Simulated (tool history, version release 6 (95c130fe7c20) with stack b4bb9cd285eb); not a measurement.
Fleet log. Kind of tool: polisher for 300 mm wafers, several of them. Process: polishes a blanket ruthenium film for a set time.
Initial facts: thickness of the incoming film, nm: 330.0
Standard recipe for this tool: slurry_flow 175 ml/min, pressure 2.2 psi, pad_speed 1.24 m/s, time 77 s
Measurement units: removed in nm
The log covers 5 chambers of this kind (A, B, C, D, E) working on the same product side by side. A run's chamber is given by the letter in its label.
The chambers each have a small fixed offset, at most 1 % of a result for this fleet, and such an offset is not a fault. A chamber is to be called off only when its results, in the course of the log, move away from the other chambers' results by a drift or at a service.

At hour 3.3: chamber D: worn pad replaced by a new one.
At hour 3.5: chamber A: worn pad replaced by a new one.
At hour 5.8: chamber E: worn pad replaced by a new one.
At hour 11.4: chamber E: slurry nozzle cleaned.
Run 1A, hour 12.6: usual settings. Result: removed 101.830 nm.
Run 2C, hour 24.6: usual settings. Result: removed 101.540 nm.
Run 3D, hour 32.9: usual settings. Result: removed 100.590 nm.
At hour 40.1: chamber B: slurry nozzle cleaned.
At hour 43.2: chamber C: worn pad replaced by a new one.
Run 4B, hour 44.5: usual settings. Result: removed 100.190 nm.
Run 5E, hour 52.0: usual settings but time 54 s. Result: removed 71.767 nm.
At hour 53.1: chamber B: worn pad replaced by a new one.
Run 6C, hour 64.7: usual settings but time 54 s. Result: removed 71.879 nm.
At hour 65.8: chamber D: slurry nozzle cleaned.
Run 7B, hour 73.2: usual settings but time 54 s. Result: removed 71.805 nm.
At hour 78.5: chamber A: worn pad replaced by a new one.
Run 8A, hour 80.2: usual settings but time 54 s. Result: removed 70.755 nm.
Run 9E, hour 92.1: usual settings but time 54 s. Result: removed 71.545 nm.
Run 10D, hour 97.8: usual settings but pad_speed 1.58 m/s, time 92 s. Result: removed 157.670 nm.
At hour 104.0: chamber D: worn pad replaced by a new one.
Run 11B, hour 106.8: usual settings but pad_speed 1.58 m/s, time 92 s. Result: removed 155.280 nm.
Run 12A, hour 113.9: usual settings but pad_speed 1.58 m/s, time 92 s. Result: removed 153.820 nm.
At hour 125.3: chamber C: worn pad replaced by a new one.
Run 13C, hour 125.5: usual settings but pad_speed 1.58 m/s, time 92 s. Result: removed 153.290 nm.
At hour 131.0: chamber C: head pressure recalibrated.
Run 14D, hour 135.0: usual settings but pad_speed 1.58 m/s, time 92 s. Result: removed 151.240 nm.
At hour 138.7: chamber E: worn pad replaced by a new one.
At hour 140.1: chamber A: worn pad replaced by a new one.
At hour 140.5: chamber C: slurry nozzle cleaned.
Run 15E, hour 145.1: usual settings but pressure 2.9 psi, time 100 s. Result: removed 179.020 nm.
Run 16E, hour 156.8: usual settings but pressure 2.9 psi, time 100 s. Result: removed 177.090 nm.
Run 17D, hour 167.3: usual settings but pressure 2.9 psi, time 100 s. Result: removed 175.570 nm.
Run 18B, hour 179.2: usual settings but pressure 2.9 psi, time 100 s. Result: removed 172.550 nm.
Run 19A, hour 191.1: usual settings but pressure 2.9 psi, time 100 s. Result: removed 177.800 nm.
At hour 191.5: chamber C: worn pad replaced by a new one.
At hour 193.5: chamber B: worn pad replaced by a new one.
Run 20C, hour 196.7: usual settings. Result: removed 100.850 nm.
At hour 201.5: chamber D: worn pad replaced by a new one.
Run 21B, hour 205.0: usual settings. Result: removed 100.750 nm.
At hour 205.6: chamber A: worn pad replaced by a new one.
Run 22C, hour 210.9: usual settings. Result: removed 100.550 nm.
Run 23A, hour 221.3: usual settings but slurry_flow 205 ml/min, pressure 1.9 psi. Result: removed 94.386 nm.
Run 24D, hour 229.5: usual settings but slurry_flow 205 ml/min, pressure 1.9 psi. Result: removed 88.050 nm.
Run 25E, hour 240.7: usual settings but slurry_flow 205 ml/min, pressure 1.9 psi. Result: removed 90.511 nm.
At hour 247.3: chamber B: head pressure recalibrated.
At hour 248.2: chamber E: worn pad replaced by a new one.
Run 26C, hour 253.7: usual settings but slurry_flow 205 ml/min, pressure 1.9 psi. Result: removed 89.950 nm.
Run 27E, hour 265.9: usual settings but slurry_flow 205 ml/min, pressure 1.9 psi. Result: removed 90.188 nm.
At hour 270.3: chamber A: worn pad replaced by a new one.
At hour 274.7: chamber C: worn pad replaced by a new one.
Run 28B, hour 274.8: usual settings. Result: removed 104.410 nm.
At hour 277.4: chamber B: slurry nozzle cleaned.
Run 29D, hour 285.7: usual settings but pressure 1.5 psi. Result: removed 68.030 nm.
Run 30A, hour 291.7: usual settings but pressure 1.5 psi. Result: removed 73.245 nm.
Run 31E, hour 303.2: usual settings but pressure 1.5 psi. Result: removed 68.991 nm.
At hour 311.8: chamber B: worn pad replaced by a new one.
Run 32D, hour 314.3: usual settings but pressure 1.5 psi. Result: removed 67.034 nm.
Run 33C, hour 321.9: usual settings but pressure 1.5 psi. Result: removed 68.057 nm.
At hour 324.5: chamber D: worn pad replaced by a new one.
Run 34B, hour 331.7: usual settings. Result: removed 99.881 nm.
Run 35A, hour 341.3: usual settings but slurry_flow 155 ml/min, pad_speed 1.42 m/s. Result: removed 124.260 nm.
At hour 341.9: chamber A: worn pad replaced by a new one.
At hour 347.5: chamber D: head pressure recalibrated.
Run 36D, hour 347.9: usual settings but slurry_flow 155 ml/min, pad_speed 1.42 m/s. Result: removed 112.090 nm.
Run 37E, hour 353.7: usual settings but slurry_flow 155 ml/min, pad_speed 1.42 m/s. Result: removed 114.370 nm.
Run 38A, hour 361.8: usual settings but slurry_flow 155 ml/min, pad_speed 1.42 m/s. Result: removed 124.280 nm.

Read the log: is a single chamber off, either drifting away or since a service, is the gauge that measures every chamber drifting, or is nothing wrong beyond small per-chamber offsets? Name any odd chamber and what most likely caused it.

It is chamber A that slowly wanders off from its peers.
Likeliest cause: head's pressure above its setpoint, % = 9.35.

Which of the 4 candidates below, each the usual settings with something changed and its results left as question marks, puts chamber A back in line with what the other chambers give on the usual settings?
In line here means within this much of the mean the other chambers give on the usual settings: removed 4.400 nm
Run 39A-1, hour 371.2: usual settings but pressure 2.3 psi, pad_speed 1.30 m/s. Result: removed ?.
Run 39A-2, hour 371.2: usual settings but pad_speed 1.22 m/s, time 76 s. Result: removed ?.
Run 39A-3, hour 371.2: usual settings but pressure 2.1 psi, pad_speed 1.20 m/s, time 75 s. Result: removed ?.
Run 39A-4, hour 371.2: usual settings but slurry_flow 195 ml/min. Result: removed ?.

On the usual settings, the other chambers give on average: removed 101.400 nm
  run  removed
39A-1  122.490
39A-2  108.580
39A-3  100.590
39A-4  113.490
It is 39A-3 that realigns the chamber with its peers.

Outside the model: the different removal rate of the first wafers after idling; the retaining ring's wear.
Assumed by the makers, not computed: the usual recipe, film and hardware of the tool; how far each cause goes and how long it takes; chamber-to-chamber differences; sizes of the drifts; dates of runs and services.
